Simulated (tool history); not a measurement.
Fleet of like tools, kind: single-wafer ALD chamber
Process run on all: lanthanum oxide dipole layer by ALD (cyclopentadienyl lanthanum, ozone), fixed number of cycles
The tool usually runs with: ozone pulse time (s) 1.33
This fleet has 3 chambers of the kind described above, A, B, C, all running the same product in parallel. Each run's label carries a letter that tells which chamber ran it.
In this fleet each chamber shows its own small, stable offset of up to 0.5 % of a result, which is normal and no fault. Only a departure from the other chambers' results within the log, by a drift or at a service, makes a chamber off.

run	hour	ozone pulse time (s)	read-back reference wafer on the same gauge, thickness_nm	mean film thickness on the monitor wafer (Å)
# hour 1.7: chamber C: thermocouple changed; heater temperature recalibrated
1A	11.5	1.33	0.45813	5.4012
2B	19.8	1.33	0.45807	5.3557
3C	32.2	1.33	0.45827	5.3774
4A	45.5	1.33	0.45823	5.4156
5C	51.9	1.33	0.45814	5.3698
6B	64	1.33	0.45845	5.3522
7C	72.9	0.86	0.45846	4.7231
8A	86.8	0.86	0.45843	4.7749
9B	98.5	0.86	0.45836	4.7262
10A	105.5	1.33	0.45845	5.4048
11C	115.5	1.33	0.45846	5.3933
12B	126.2	1.33	0.45856	5.3572
13A	136.2	1.33	0.45864	5.4029
# hour 145.6: chamber B: ozone generator serviced
14C	148.5	1.33	0.45863	5.3876
# hour 157.3: chamber A: ozone generator serviced
15B	162.7	1.33	0.45884	5.358
16C	177.1	1.33	0.45896	5.3833
17B	184.5	1.33	0.45876	5.3668
18A	198.4	1.33	0.45901	5.4151
19C	205.6	1.33	0.45904	5.3895
20B	212	1.33	0.45892	5.3605
21A	223.3	1.33	0.45911	5.4186
22A	233.4	1.33	0.45917	5.404
23C	246	1.33	0.45916	5.3866
24B	254	1.33	0.45915	5.3548
25A	261.2	1.33	0.45929	5.415
26C	267.8	1.33	0.45945	5.3918
27B	278.7	1.61	0.45939	5.5507
28A	287.2	1.61	0.45935	5.5915
29B	298.6	1.61	0.45949	5.539
30C	312.4	1.33	0.45948	5.3839
31B	324.3	1.33	0.45951	5.3776
32A	335.9	1.33	0.45956	5.4212
33C	349.9	1.33	0.45973	5.3803
34B	361.4	1.33	0.45973	5.3753
35A	371.6	1.33	0.45976	5.4153
36C	380.4	1.33	0.45969	5.391
37A	391.4	1.33	0.45983	5.4294
38C	405.5	1.33	0.45992	5.4001
39B	414.8	1.69	0.46002	5.5782
40C	422.2	1.69	0.45993	5.6039
41B	432	1.69	0.45997	5.5745
42A	445.1	0.83	0.46	4.7419
43C	454.9	0.83	0.4601	4.6775
44A	462.7	0.83	0.46016	4.7311

Predict what each chamber gives when all 3 of them run the settings below next.
45A	473	1.09		?
45B	473	1.09		?
45C	473	1.09		?

run	mean film thickness on the monitor wafer (Å)
45A	5.1776
45B	5.1313
45C	5.1418
